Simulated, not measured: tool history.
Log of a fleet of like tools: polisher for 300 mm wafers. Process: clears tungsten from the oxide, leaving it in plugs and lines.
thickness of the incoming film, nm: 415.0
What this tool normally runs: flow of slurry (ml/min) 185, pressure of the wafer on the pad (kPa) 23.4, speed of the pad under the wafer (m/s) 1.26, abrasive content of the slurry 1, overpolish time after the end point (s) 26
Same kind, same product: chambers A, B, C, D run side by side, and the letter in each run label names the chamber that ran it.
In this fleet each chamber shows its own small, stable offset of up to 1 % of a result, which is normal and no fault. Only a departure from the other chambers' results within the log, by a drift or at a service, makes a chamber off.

run,hour,flow of slurry (ml/min),pressure of the wafer on the pad (kPa),speed of the pad under the wafer (m/s),abrasive content of the slurry,overpolish time after the end point (s),wafers polished on this pad,hours since the slurry nozzle was cleaned,hours since the head pressure was calibrated,hours since the slurry blender was calibrated,hours since the slurry got fresh peroxide,time until the end point was called (s)
1C,3.7,185,23.4,1.26,1,26,839,255.8,322.9,74.1,53.9,81.479
# hour 6.2: chamber D: slurry tank refilled with fresh slurry and peroxide
2D,7.6,185,23.4,1.26,1,26,702,435.9,207,21.1,1.5,81.981
# hour 9.2: chamber C: slurry nozzle cleaned
3A,12.8,185,23.4,1.26,1,26,141,425.3,593.3,132.9,13.4,79.536
4B,16.1,185,23.4,1.26,1,26,306,314.2,292.2,208,63.6,81.2
5C,22.1,185,23.4,1.26,1,26,965,13,341.3,92.5,72.3,85.004
6D,28.1,185,23.4,1.26,1,26,843,456.4,227.5,41.6,22,81.625
7B,31.4,185,30.3,1.26,1,26,411,329.5,307.5,223.3,78.9,62.988
8A,36.3,185,30.3,1.26,1,26,303,448.8,616.8,156.4,36.9,62.721
# hour 37.1: chamber B: slurry blender recalibrated
# hour 37.4: chamber C: worn pad replaced by a new one
9D,39.8,185,30.3,1.26,1,26,923,468.1,239.2,53.3,33.7,63.896
# hour 40.5: chamber C: slurry blender recalibrated
10C,45.3,185,30.3,1.26,1,26,54,36.2,364.5,4.9,95.5,62.182
11B,48.8,185,23.4,1.26,1,26,531,346.9,324.9,11.8,96.3,83.149
# hour 51.8: chamber D: worn pad replaced by a new one
# hour 51.8: chamber B: slurry tank refilled with fresh slurry and peroxide
12A,54.1,185,23.4,1.26,1,26,425,466.6,634.6,174.2,54.7,82.541
# hour 55.8: chamber B: worn pad replaced by a new one
13D,59.8,185,23.4,1.26,1,26,55,488.1,259.2,73.3,53.7,81.865
# hour 60.7: chamber D: slurry tank refilled with fresh slurry and peroxide
14C,64.7,185,23.4,1.26,1,26,188,55.6,383.9,24.3,114.9,82.213
15A,68.2,185,23.4,1.26,1,26,522,480.7,648.7,188.3,68.8,83.2
# hour 69.4: chamber A: slurry nozzle cleaned
# hour 70.6: chamber A: slurry blender recalibrated
16B,72.4,185,23.4,1.26,1,26,114,370.5,348.5,35.4,20.6,83.222
17C,78,185,23.4,1.26,1,26,279,68.9,397.2,37.6,128.2,81.934
18D,84.2,185,23.4,1.26,1,26,223,512.5,283.6,97.7,23.6,84.901
19B,87.1,185,23.4,1.26,1,26,215,385.2,363.2,50.1,35.3,81.292
# hour 91.2: chamber A: head pressure recalibrated
20A,92,185,23.4,1.26,1,26,686,22.7,0.8,21.5,92.6,82.427
21A,97.1,185,23.4,1.26,1,26,721,27.8,5.9,26.6,97.7,81.862
22B,102.1,185,23.4,1.26,1,26,318,400.2,378.2,65.1,50.3,81.652
23D,107.5,185,23.4,1.26,1,26,383,535.8,306.9,121,46.9,83.998
# hour 109.6: chamber D: slurry tank refilled with fresh slurry and peroxide
24C,113.3,185,23.4,0.88,1,19,522,104.2,432.5,72.9,163.5,122.84
25B,117,185,23.4,0.88,1,19,421,415.1,393.1,80,65.2,117.03
26D,121.3,185,23.4,0.88,1,19,478,549.6,320.7,134.8,11.8,120.58
27C,124.8,185,23.4,0.88,1,19,601,115.7,444,84.4,175,125.33
28A,130.4,185,23.4,1.26,1,26,950,61.1,39.2,59.9,131,82.256
29C,134,185,23.4,1.26,1,26,664,124.9,453.2,93.6,184.2,89.781
# hour 135.7: chamber B: worn pad replaced by a new one
# hour 136.9: chamber D: head pressure recalibrated
30B,138,185,23.4,1.26,1,26,16,436.1,414.1,101,86.2,82.117
# hour 141.6: chamber A: slurry tank refilled with fresh slurry and peroxide
31A,141.6,185,23.4,1.26,1,26,1027,72.3,50.4,71.1,0.1,82.274
# hour 146.6: chamber C: slurry blender recalibrated
32D,147.1,185,23.4,1.26,1,26,655,575.4,10.3,160.6,37.6,83.712
33B,153.1,185,23.4,1.26,1,26,120,451.2,429.2,116.1,101.3,83.328
34C,157.1,185,23.4,1.26,1,26,823,148,476.3,10.5,207.3,92.635
35A,161,185,23.4,1.26,1,26,1160,91.7,69.8,90.5,19.5,82.895
# hour 164.1: chamber B: slurry tank refilled with fresh slurry and peroxide
36D,166,185,23.4,1.26,1,26,785,594.3,29.2,179.5,56.5,84.524
# hour 169: chamber A: worn pad replaced by a new one
# hour 170.1: chamber D: slurry tank refilled with fresh slurry and peroxide
37A,171,185,23.4,1.26,1,26,14,101.7,79.8,100.5,29.5,84.666
38C,177.2,185,23.4,1.26,1,26,961,168.1,496.4,30.6,227.4,94.898
39D,183,185,23.4,1.66,1,39,902,611.3,46.2,196.5,13,61.939
40B,188.6,185,23.4,1.66,1,39,364,486.7,464.7,151.6,24.5,61.757
41B,193.1,185,23.4,1.66,1,39,395,491.2,469.2,156.1,29,64.444
42A,196.6,185,23.4,1.66,1,39,190,127.3,105.4,126.1,55.1,62.43

The same settings go to every chamber for the next run, one line per chamber below. Forecast the results for each:
43A,201.2,185,23.4,1.26,0.85,26,,,,,,?
43B,201.2,185,23.4,1.26,0.85,26,,,,,,?
43C,201.2,185,23.4,1.26,0.85,26,,,,,,?
43D,201.2,185,23.4,1.26,0.85,26,,,,,,?

run,time until the end point was called (s)
43A,84.503
43B,85.548
43C,105.83
43D,86.368
